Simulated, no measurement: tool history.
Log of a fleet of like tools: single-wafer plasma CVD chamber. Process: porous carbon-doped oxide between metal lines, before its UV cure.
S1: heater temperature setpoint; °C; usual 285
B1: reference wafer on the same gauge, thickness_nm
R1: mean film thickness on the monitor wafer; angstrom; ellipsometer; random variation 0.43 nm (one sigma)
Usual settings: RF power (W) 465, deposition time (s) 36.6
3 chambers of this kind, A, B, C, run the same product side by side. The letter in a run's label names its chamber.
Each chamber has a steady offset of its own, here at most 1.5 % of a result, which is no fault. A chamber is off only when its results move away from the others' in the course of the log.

run 1B hour=7.4 | S1=285 RF_power_(W)=465 deposition_time_(s)=36.6 | B1=196.13 | R1=2075.1
run 2C hour=12 | S1=285 RF_power_(W)=465 deposition_time_(s)=36.6 | B1=195.94 | R1=2041.6
run 3A hour=16.7 | S1=285 RF_power_(W)=465 deposition_time_(s)=36.6 | B1=195.97 | R1=2041.9
run 4C hour=21.4 | S1=285 RF_power_(W)=465 deposition_time_(s)=36.6 | B1=195.98 | R1=2049
run 5A hour=25.2 | S1=285 RF_power_(W)=465 deposition_time_(s)=36.6 | B1=195.96 | R1=2044.8
run 6B hour=31.3 | S1=285 RF_power_(W)=465 deposition_time_(s)=36.6 | B1=196.12 | R1=2076.6
run 7C hour=38 | S1=285 RF_power_(W)=465 deposition_time_(s)=36.6 | B1=195.96 | R1=2048.4
run 8B hour=44 | S1=285 RF_power_(W)=465 deposition_time_(s)=36.6 | B1=195.97 | R1=2070.4
run 9A hour=50.1 | S1=285 RF_power_(W)=540 deposition_time_(s)=36.6 | B1=196.03 | R1=2256.8
run 10A hour=56.3 | S1=285 RF_power_(W)=540 deposition_time_(s)=36.6 | B1=196 | R1=2245.8
run 11B hour=60.6 | S1=285 RF_power_(W)=540 deposition_time_(s)=36.6 | B1=196.12 | R1=2297.7
run 12C hour=65.8 | S1=285 RF_power_(W)=465 deposition_time_(s)=36.6 | B1=195.98 | R1=2049.2
-- hour=67.6 chamber C: thermocouple changed; heater temperature recalibrated
run 13C hour=72.5 | S1=285 RF_power_(W)=465 deposition_time_(s)=36.6 | B1=196.04 | R1=2047.7
run 14A hour=79.3 | S1=285 RF_power_(W)=465 deposition_time_(s)=36.6 | B1=196.09 | R1=2043
run 15B hour=83 | S1=285 RF_power_(W)=465 deposition_time_(s)=36.6 | B1=195.9 | R1=2071
run 16C hour=89.2 | S1=285 RF_power_(W)=465 deposition_time_(s)=36.6 | B1=196.04 | R1=2041.9
run 17A hour=93.8 | S1=285 RF_power_(W)=465 deposition_time_(s)=36.6 | B1=195.97 | R1=2041
run 18B hour=97.9 | S1=285 RF_power_(W)=465 deposition_time_(s)=36.6 | B1=195.96 | R1=2076.2
run 19A hour=102.8 | S1=285 RF_power_(W)=465 deposition_time_(s)=36.6 | B1=195.96 | R1=2047.1
run 20C hour=106.9 | S1=285 RF_power_(W)=465 deposition_time_(s)=36.6 | B1=195.95 | R1=2050.9
run 21B hour=111.2 | S1=285 RF_power_(W)=465 deposition_time_(s)=36.6 | B1=196.03 | R1=2069.6
run 22C hour=117.2 | S1=285 RF_power_(W)=465 deposition_time_(s)=36.6 | B1=195.96 | R1=2043.6
-- hour=124.4 chamber A: thermocouple changed; heater temperature recalibrated
run 23A hour=124.8 | S1=285 RF_power_(W)=465 deposition_time_(s)=36.6 | B1=196.02 | R1=1991.4
run 24B hour=129.6 | S1=285 RF_power_(W)=465 deposition_time_(s)=36.6 | B1=196.01 | R1=2067.5
run 25B hour=133.3 | S1=285 RF_power_(W)=465 deposition_time_(s)=36.6 | B1=196 | R1=2075.3
run 26C hour=140.1 | S1=285 RF_power_(W)=465 deposition_time_(s)=43.7 | B1=195.93 | R1=2436.4
run 27A hour=144.5 | S1=285 RF_power_(W)=465 deposition_time_(s)=43.7 | B1=195.96 | R1=2359.7
run 28C hour=150.6 | S1=285 RF_power_(W)=465 deposition_time_(s)=43.7 | B1=195.95 | R1=2428.1
run 29A hour=154.4 | S1=285 RF_power_(W)=465 deposition_time_(s)=36.6 | B1=195.94 | R1=2000.4
run 30B hour=159.1 | S1=285 RF_power_(W)=465 deposition_time_(s)=36.6 | B1=196.11 | R1=2078.9
run 31B hour=163.7 | S1=285 RF_power_(W)=465 deposition_time_(s)=36.6 | B1=196.09 | R1=2059.6
run 32C hour=171.2 | S1=285 RF_power_(W)=465 deposition_time_(s)=36.6 | B1=196 | R1=2050.1
run 33A hour=175.1 | S1=285 RF_power_(W)=465 deposition_time_(s)=36.6 | B1=196.1 | R1=2000.1
run 34A hour=180.4 | S1=285 RF_power_(W)=465 deposition_time_(s)=36.6 | B1=196.04 | R1=1990.4
run 35C hour=184 | S1=285 RF_power_(W)=465 deposition_time_(s)=36.6 | B1=195.89 | R1=2041.8
run 36B hour=191.2 | S1=285 RF_power_(W)=465 deposition_time_(s)=36.6 | B1=196.03 | R1=2062
run 37A hour=195.6 | S1=285 RF_power_(W)=465 deposition_time_(s)=32.1 | B1=195.84 | R1=1756
run 38B hour=199.7 | S1=285 RF_power_(W)=465 deposition_time_(s)=32.1 | B1=196.02 | R1=1814.4
run 39C hour=204.8 | S1=285 RF_power_(W)=465 deposition_time_(s)=32.1 | B1=195.97 | R1=1802.3

Next, every chamber runs the same settings. What will each give?
run 40A hour=210.3 | S1=285 RF_power_(W)=545 deposition_time_(s)=36.6 | R1=?
run 40B hour=210.3 | S1=285 RF_power_(W)=545 deposition_time_(s)=36.6 | R1=?
run 40C hour=210.3 | S1=285 RF_power_(W)=545 deposition_time_(s)=36.6 | R1=?

run=40A R1=2216.2
run=40B R1=2301.5
run=40C R1=2277.4

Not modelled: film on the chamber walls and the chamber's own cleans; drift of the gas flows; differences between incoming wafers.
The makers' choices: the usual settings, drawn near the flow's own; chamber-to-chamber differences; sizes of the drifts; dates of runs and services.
